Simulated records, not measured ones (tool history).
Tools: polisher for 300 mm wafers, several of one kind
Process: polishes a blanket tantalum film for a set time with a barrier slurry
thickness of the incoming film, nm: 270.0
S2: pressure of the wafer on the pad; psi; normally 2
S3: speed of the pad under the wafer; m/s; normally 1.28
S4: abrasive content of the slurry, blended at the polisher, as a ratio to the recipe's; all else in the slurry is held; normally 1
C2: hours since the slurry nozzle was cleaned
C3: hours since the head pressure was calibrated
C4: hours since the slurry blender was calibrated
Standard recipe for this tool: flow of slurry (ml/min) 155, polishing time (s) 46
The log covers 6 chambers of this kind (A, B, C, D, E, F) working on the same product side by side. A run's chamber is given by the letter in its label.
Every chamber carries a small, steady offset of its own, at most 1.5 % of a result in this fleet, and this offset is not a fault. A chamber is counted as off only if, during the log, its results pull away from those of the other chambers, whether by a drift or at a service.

At day 0.121: chamber A: worn pad replaced by a new one.
Run 1E, day 0.212: usual settings; wafers polished on this pad 518; C2 572; C3 592.3; C4 117.4. Result: film removed (Å) 1166.8.
Run 2A, day 0.371: usual settings; wafers polished on this pad 65; C2 181.2; C3 283.4; C4 99.2. Result: film removed (Å) 1149.
At day 0.504: chamber E: worn pad replaced by a new one.
Run 3B, day 0.538: usual settings; wafers polished on this pad 215; C2 56.4; C3 280.1; C4 325.5. Result: film removed (Å) 1145.5.
At day 0.621: chamber C: worn pad replaced by a new one.
Run 4C, day 0.721: usual settings; wafers polished on this pad 26; C2 214.6; C3 1077.6; C4 32.9. Result: film removed (Å) 1129.
Run 5D, day 0.912: usual settings; wafers polished on this pad 326; C2 41.7; C3 1318.5; C4 101. Result: film removed (Å) 1139.1.
Run 6F, day 1.162: usual settings; wafers polished on this pad 360; C2 475.7; C3 332.5; C4 271.6. Result: film removed (Å) 1138.6.
Run 7D, day 1.35: usual settings but S3 1.06 m/s; wafers polished on this pad 439; C2 52.2; C3 1329; C4 111.5. Result: film removed (Å) 946.52.
Run 8B, day 1.521: usual settings but S3 1.06 m/s; wafers polished on this pad 469; C2 80; C3 303.7; C4 349.1. Result: film removed (Å) 953.05.
Run 9C, day 1.679: usual settings but S3 1.06 m/s; wafers polished on this pad 274; C2 237.6; C3 1100.6; C4 55.9. Result: film removed (Å) 933.48.
At day 1.804: chamber D: worn pad replaced by a new one.
At day 1.829: chamber E: slurry nozzle cleaned.
Run 10F, day 1.871: usual settings but S3 1.06 m/s; wafers polished on this pad 543; C2 492.7; C3 349.5; C4 288.6. Result: film removed (Å) 958.54.
Run 11E, day 2.021: usual settings but S3 1.06 m/s; wafers polished on this pad 392; C2 4.6; C3 635.7; C4 160.8. Result: film removed (Å) 953.48.
Run 12A, day 2.188: usual settings but S3 1.06 m/s; wafers polished on this pad 534; C2 224.8; C3 327; C4 142.8. Result: film removed (Å) 971.18.
At day 2.35: chamber B: worn pad replaced by a new one.
Run 13B, day 2.479: usual settings; wafers polished on this pad 33; C2 103; C3 326.7; C4 372.1. Result: film removed (Å) 1149.
At day 2.558: chamber E: worn pad replaced by a new one.
Run 14D, day 2.658: usual settings but S2 2.3 psi, polishing time (s) 54; wafers polished on this pad 221; C2 83.6; C3 1360.4; C4 142.9. Result: film removed (Å) 1553.3.
At day 2.792: chamber F: worn pad replaced by a new one.
Run 15A, day 2.867: usual settings but S2 2.3 psi, polishing time (s) 54; wafers polished on this pad 709; C2 241.1; C3 343.3; C4 159.1. Result: film removed (Å) 1569.9.
Run 16C, day 3.075: usual settings but S2 2.3 psi, polishing time (s) 54; wafers polished on this pad 634; C2 271.1; C3 1134.1; C4 89.4. Result: film removed (Å) 1520.9.
At day 3.267: chamber C: worn pad replaced by a new one.
Run 17F, day 3.279: usual settings but S2 2.3 psi, polishing time (s) 54; wafers polished on this pad 126; C2 526.5; C3 383.3; C4 322.4. Result: film removed (Å) 1579.4.
At day 3.346: chamber A: slurry blender recalibrated.
Run 18E, day 3.529: usual settings but S2 2.3 psi, polishing time (s) 54; wafers polished on this pad 251; C2 40.8; C3 671.9; C4 197. Result: film removed (Å) 1585.
Run 19F, day 3.679: usual settings but S2 2.3 psi, polishing time (s) 54; wafers polished on this pad 229; C2 536.1; C3 392.9; C4 332. Result: film removed (Å) 1564.7.
At day 3.758: chamber C: slurry blender recalibrated.
At day 3.762: chamber F: head pressure recalibrated.
Run 20A, day 3.979: usual settings; wafers polished on this pad 996; C2 267.8; C3 370; C4 15.3. Result: film removed (Å) 1158.4.
At day 3.988: chamber D: worn pad replaced by a new one.
Run 21B, day 4.183: usual settings but flow of slurry (ml/min) 185, polishing time (s) 57; wafers polished on this pad 473; C2 143.9; C3 367.6; C4 413. Result: film removed (Å) 1459.4.
Run 22E, day 4.333: usual settings but flow of slurry (ml/min) 185, polishing time (s) 57; wafers polished on this pad 459; C2 60.1; C3 691.2; C4 216.3. Result: film removed (Å) 1495.7.
Run 23D, day 4.508: usual settings but flow of slurry (ml/min) 185, polishing time (s) 57; wafers polished on this pad 134; C2 128; C3 1404.8; C4 187.3. Result: film removed (Å) 1433.5.
At day 4.625: chamber D: head pressure recalibrated.
At day 4.754: chamber E: worn pad replaced by a new one.
Run 24C, day 4.792: usual settings but flow of slurry (ml/min) 185, polishing time (s) 57; wafers polished on this pad 394; C2 312.3; C3 1175.3; C4 24.8. Result: film removed (Å) 1456.
Run 25A, day 5.004: usual settings but flow of slurry (ml/min) 185, polishing time (s) 57; wafers polished on this pad 1261; C2 292.4; C3 394.6; C4 39.9. Result: film removed (Å) 1459.2.
At day 5.012: chamber D: slurry blender recalibrated.
At day 5.067: chamber A: worn pad replaced by a new one.
Run 26C, day 5.204: usual settings but flow of slurry (ml/min) 185, polishing time (s) 57; wafers polished on this pad 501; C2 322.2; C3 1185.2; C4 34.7. Result: film removed (Å) 1419.3.
At day 5.217: chamber B: worn pad replaced by a new one.
Run 27F, day 5.383: usual settings; wafers polished on this pad 669; C2 577; C3 38.9; C4 372.9. Result: film removed (Å) 1163.2.
Run 28E, day 5.638: usual settings; wafers polished on this pad 228; C2 91.4; C3 722.5; C4 247.6. Result: film removed (Å) 1168.2.
At day 5.725: chamber F: worn pad replaced by a new one.
At day 5.792: chamber B: slurry nozzle cleaned.
At day 5.821: chamber F: slurry blender recalibrated.
Run 29D, day 5.888: usual settings but flow of slurry (ml/min) 120; wafers polished on this pad 491; C2 161.1; C3 30.4; C4 21. Result: film removed (Å) 1138.
Run 30B, day 6.088: usual settings but flow of slurry (ml/min) 120; wafers polished on this pad 225; C2 7.2; C3 413.3; C4 458.7. Result: film removed (Å) 1095.1.
At day 6.133: chamber D: worn pad replaced by a new one.
Run 31B, day 6.321: usual settings but flow of slurry (ml/min) 120; wafers polished on this pad 285; C2 12.8; C3 418.9; C4 464.3. Result: film removed (Å) 1098.
At day 6.4: chamber C: worn pad replaced by a new one.
Run 32E, day 6.479: usual settings but flow of slurry (ml/min) 120; wafers polished on this pad 445; C2 111.6; C3 742.7; C4 267.8. Result: film removed (Å) 1108.1.
Run 33C, day 6.662: usual settings but flow of slurry (ml/min) 120; wafers polished on this pad 68; C2 357.2; C3 1220.2; C4 69.7. Result: film removed (Å) 1093.2.
Run 34F, day 6.842: usual settings but flow of slurry (ml/min) 120; wafers polished on this pad 288; C2 612; C3 73.9; C4 24.6. Result: film removed (Å) 1097.7.
Run 35D, day 7.008: usual settings; wafers polished on this pad 226; C2 188; C3 57.3; C4 47.9. Result: film removed (Å) 1199.
Run 36A, day 7.142: usual settings; wafers polished on this pad 536; C2 343.7; C3 445.9; C4 91.2. Result: film removed (Å) 1162.3.
At day 7.212: chamber E: slurry blender recalibrated.
At day 7.254: chamber E: worn pad replaced by a new one.
Run 37E, day 7.421: usual settings; wafers polished on this pad 43; C2 134.2; C3 765.3; C4 5.1. Result: film removed (Å) 1157.3.
Run 38D, day 7.638: usual settings; wafers polished on this pad 389; C2 203.1; C3 72.4; C4 63. Result: film removed (Å) 1182.4.
Run 39C, day 7.888: usual settings; wafers polished on this pad 384; C2 386.6; C3 1249.6; C4 99.1. Result: film removed (Å) 1133.8.
Run 40F, day 8.071: usual settings; wafers polished on this pad 606; C2 641.5; C3 103.4; C4 54.1. Result: film removed (Å) 1165.8.
Run 41A, day 8.204: usual settings; wafers polished on this pad 810; C2 369.2; C3 471.4; C4 116.7. Result: film removed (Å) 1160.6.

All 6 chambers run these settings next. Forecast each chamber's results:
Run 42A, day 8.421: usual settings but S3 1.66 m/s. Result: film removed (Å) ?.
Run 42B, day 8.421: usual settings but S3 1.66 m/s. Result: film removed (Å) ?.
Run 42C, day 8.421: usual settings but S3 1.66 m/s. Result: film removed (Å) ?.
Run 42D, day 8.421: usual settings but S3 1.66 m/s. Result: film removed (Å) ?.
Run 42E, day 8.421: usual settings but S3 1.66 m/s. Result: film removed (Å) ?.
Run 42F, day 8.421: usual settings but S3 1.66 m/s. Result: film removed (Å) ?.

run  film removed (Å)
42A            1495.7
42B            1505.4
42C            1479.8
42D            1548.8
42E            1512.4
42F            1507.4
